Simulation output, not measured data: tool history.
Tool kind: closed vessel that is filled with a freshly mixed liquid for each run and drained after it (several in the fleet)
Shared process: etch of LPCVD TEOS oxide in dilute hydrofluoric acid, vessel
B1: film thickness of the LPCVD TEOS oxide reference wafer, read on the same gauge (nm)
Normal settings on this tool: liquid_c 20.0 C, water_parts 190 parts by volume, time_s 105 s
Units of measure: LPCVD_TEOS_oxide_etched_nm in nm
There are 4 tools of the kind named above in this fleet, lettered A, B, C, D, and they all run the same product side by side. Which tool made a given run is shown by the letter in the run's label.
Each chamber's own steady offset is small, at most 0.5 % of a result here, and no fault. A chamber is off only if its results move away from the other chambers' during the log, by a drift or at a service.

run 1D hour=12.8 | liquid_c=20.0 water_parts=190 time_s=105 | B1=70.004 | LPCVD_TEOS_oxide_etched_nm=22.3940
run 2A hour=20.6 | liquid_c=20.0 water_parts=190 time_s=105 | B1=69.989 | LPCVD_TEOS_oxide_etched_nm=22.1270
run 3B hour=27.9 | liquid_c=20.0 water_parts=190 time_s=105 | B1=69.998 | LPCVD_TEOS_oxide_etched_nm=22.2880
run 4C hour=37.8 | liquid_c=20.0 water_parts=190 time_s=105 | B1=70.018 | LPCVD_TEOS_oxide_etched_nm=22.2720
run 5D hour=46.3 | liquid_c=20.0 water_parts=190 time_s=105 | B1=69.987 | LPCVD_TEOS_oxide_etched_nm=22.1730
run 6A hour=61.3 | liquid_c=20.0 water_parts=190 time_s=105 | B1=70.018 | LPCVD_TEOS_oxide_etched_nm=22.0970
run 7B hour=70.8 | liquid_c=20.0 water_parts=190 time_s=105 | B1=69.962 | LPCVD_TEOS_oxide_etched_nm=22.2090
run 8C hour=79.5 | liquid_c=20.0 water_parts=190 time_s=105 | B1=70.017 | LPCVD_TEOS_oxide_etched_nm=22.2130
run 9D hour=93.7 | liquid_c=17.0 water_parts=190 time_s=105 | B1=70.020 | LPCVD_TEOS_oxide_etched_nm=19.7650
run 10C hour=107.2 | liquid_c=17.0 water_parts=190 time_s=105 | B1=69.989 | LPCVD_TEOS_oxide_etched_nm=20.1960
run 11B hour=120.4 | liquid_c=17.0 water_parts=190 time_s=105 | B1=70.006 | LPCVD_TEOS_oxide_etched_nm=19.5820
run 12A hour=130.4 | liquid_c=17.0 water_parts=190 time_s=105 | B1=69.968 | LPCVD_TEOS_oxide_etched_nm=19.6160
run 13A hour=138.2 | liquid_c=20.0 water_parts=190 time_s=105 | B1=70.014 | LPCVD_TEOS_oxide_etched_nm=22.0220
run 14D hour=149.3 | liquid_c=20.0 water_parts=190 time_s=105 | B1=70.008 | LPCVD_TEOS_oxide_etched_nm=22.2060
run 15B hour=160.1 | liquid_c=20.0 water_parts=190 time_s=105 | B1=69.994 | LPCVD_TEOS_oxide_etched_nm=21.7530
run 16C hour=173.2 | liquid_c=20.0 water_parts=110 time_s=50 | B1=69.972 | LPCVD_TEOS_oxide_etched_nm=20.2720
run 17B hour=186.7 | liquid_c=20.0 water_parts=110 time_s=50 | B1=70.021 | LPCVD_TEOS_oxide_etched_nm=19.7180
-- hour=194.1 chamber D: thermometer replaced
run 18C hour=195.2 | liquid_c=20.0 water_parts=110 time_s=50 | B1=70.041 | LPCVD_TEOS_oxide_etched_nm=20.1130
run 19D hour=206.2 | liquid_c=20.0 water_parts=110 time_s=50 | B1=69.970 | LPCVD_TEOS_oxide_etched_nm=20.0990
run 20A hour=217.6 | liquid_c=20.0 water_parts=190 time_s=105 | B1=70.025 | LPCVD_TEOS_oxide_etched_nm=22.1850
run 21B hour=228.7 | liquid_c=20.0 water_parts=190 time_s=105 | B1=70.014 | LPCVD_TEOS_oxide_etched_nm=21.4410
run 22C hour=237.2 | liquid_c=20.0 water_parts=190 time_s=105 | B1=70.001 | LPCVD_TEOS_oxide_etched_nm=22.2140
run 23D hour=248.9 | liquid_c=20.0 water_parts=190 time_s=105 | B1=70.000 | LPCVD_TEOS_oxide_etched_nm=22.4780
run 24A hour=259.7 | liquid_c=20.0 water_parts=190 time_s=105 | B1=70.025 | LPCVD_TEOS_oxide_etched_nm=22.3000
run 25A hour=268.1 | liquid_c=20.0 water_parts=190 time_s=105 | B1=70.015 | LPCVD_TEOS_oxide_etched_nm=22.3770
run 26B hour=275.4 | liquid_c=20.0 water_parts=190 time_s=105 | B1=69.996 | LPCVD_TEOS_oxide_etched_nm=21.0290
run 27C hour=286.0 | liquid_c=20.0 water_parts=190 time_s=105 | B1=69.983 | LPCVD_TEOS_oxide_etched_nm=22.1050
run 28D hour=298.9 | liquid_c=20.0 water_parts=190 time_s=105 | B1=69.999 | LPCVD_TEOS_oxide_etched_nm=22.0790
run 29B hour=311.7 | liquid_c=20.0 water_parts=190 time_s=105 | B1=70.017 | LPCVD_TEOS_oxide_etched_nm=21.2440
run 30A hour=321.4 | liquid_c=22.0 water_parts=190 time_s=135 | B1=70.021 | LPCVD_TEOS_oxide_etched_nm=30.4240
run 31C hour=330.8 | liquid_c=22.0 water_parts=190 time_s=135 | B1=69.983 | LPCVD_TEOS_oxide_etched_nm=30.8960
run 32D hour=338.2 | liquid_c=22.0 water_parts=190 time_s=135 | B1=69.993 | LPCVD_TEOS_oxide_etched_nm=30.6780
run 33A hour=349.9 | liquid_c=22.0 water_parts=190 time_s=135 | B1=69.973 | LPCVD_TEOS_oxide_etched_nm=30.6870
run 34B hour=361.3 | liquid_c=20.0 water_parts=190 time_s=105 | B1=70.040 | LPCVD_TEOS_oxide_etched_nm=20.8990
run 35D hour=374.9 | liquid_c=20.0 water_parts=190 time_s=105 | B1=69.959 | LPCVD_TEOS_oxide_etched_nm=22.2160
run 36C hour=384.2 | liquid_c=20.0 water_parts=190 time_s=105 | B1=69.974 | LPCVD_TEOS_oxide_etched_nm=22.2470
run 37C hour=395.6 | liquid_c=22.5 water_parts=190 time_s=75 | B1=70.021 | LPCVD_TEOS_oxide_etched_nm=17.3760
run 38B hour=410.2 | liquid_c=22.5 water_parts=190 time_s=75 | B1=70.038 | LPCVD_TEOS_oxide_etched_nm=16.1060
run 39D hour=425.7 | liquid_c=22.5 water_parts=190 time_s=75 | B1=69.987 | LPCVD_TEOS_oxide_etched_nm=17.4030
run 40A hour=435.7 | liquid_c=22.5 water_parts=190 time_s=75 | B1=70.002 | LPCVD_TEOS_oxide_etched_nm=17.5210

Is one chamber off against the others, does the gauge drift, or is nothing wrong? If a chamber is off, say which, and what the likeliest cause is.

It is chamber B that slowly wanders off from its peers.
Likeliest cause: hydrofluoric acid flow below the setpoint (%) = 6.56.
The log might look much the same if the cause were instead: liquid colder than its thermometer reads (K).

Chamber B could run next with any of the 4 candidate recipes listed below; each alters the usual settings, and their results appear as question marks. Which one brings its results back in line with what the other chambers deliver on the usual settings?
In line here means within this much of the mean the other chambers give on the usual settings: LPCVD_TEOS_oxide_etched_nm 0.5900 nm
run 41B-1 hour=447.0 | liquid_c=20.0 water_parts=195 time_s=100 | LPCVD_TEOS_oxide_etched_nm=?
run 41B-2 hour=447.0 | liquid_c=19.5 water_parts=190 time_s=90 | LPCVD_TEOS_oxide_etched_nm=?
run 41B-3 hour=447.0 | liquid_c=20.0 water_parts=165 time_s=105 | LPCVD_TEOS_oxide_etched_nm=?
run 41B-4 hour=447.0 | liquid_c=20.0 water_parts=185 time_s=110 | LPCVD_TEOS_oxide_etched_nm=?

Mean of the other chambers on the usual settings: LPCVD_TEOS_oxide_etched_nm 22.2290 nm
run=41B-1 LPCVD_TEOS_oxide_etched_nm=19.0540
run=41B-2 LPCVD_TEOS_oxide_etched_nm=17.3600
run=41B-3 LPCVD_TEOS_oxide_etched_nm=24.4700
run=41B-4 LPCVD_TEOS_oxide_etched_nm=22.3410
The answer is 41B-4, which returns the chamber to within the allowed miss of the others.
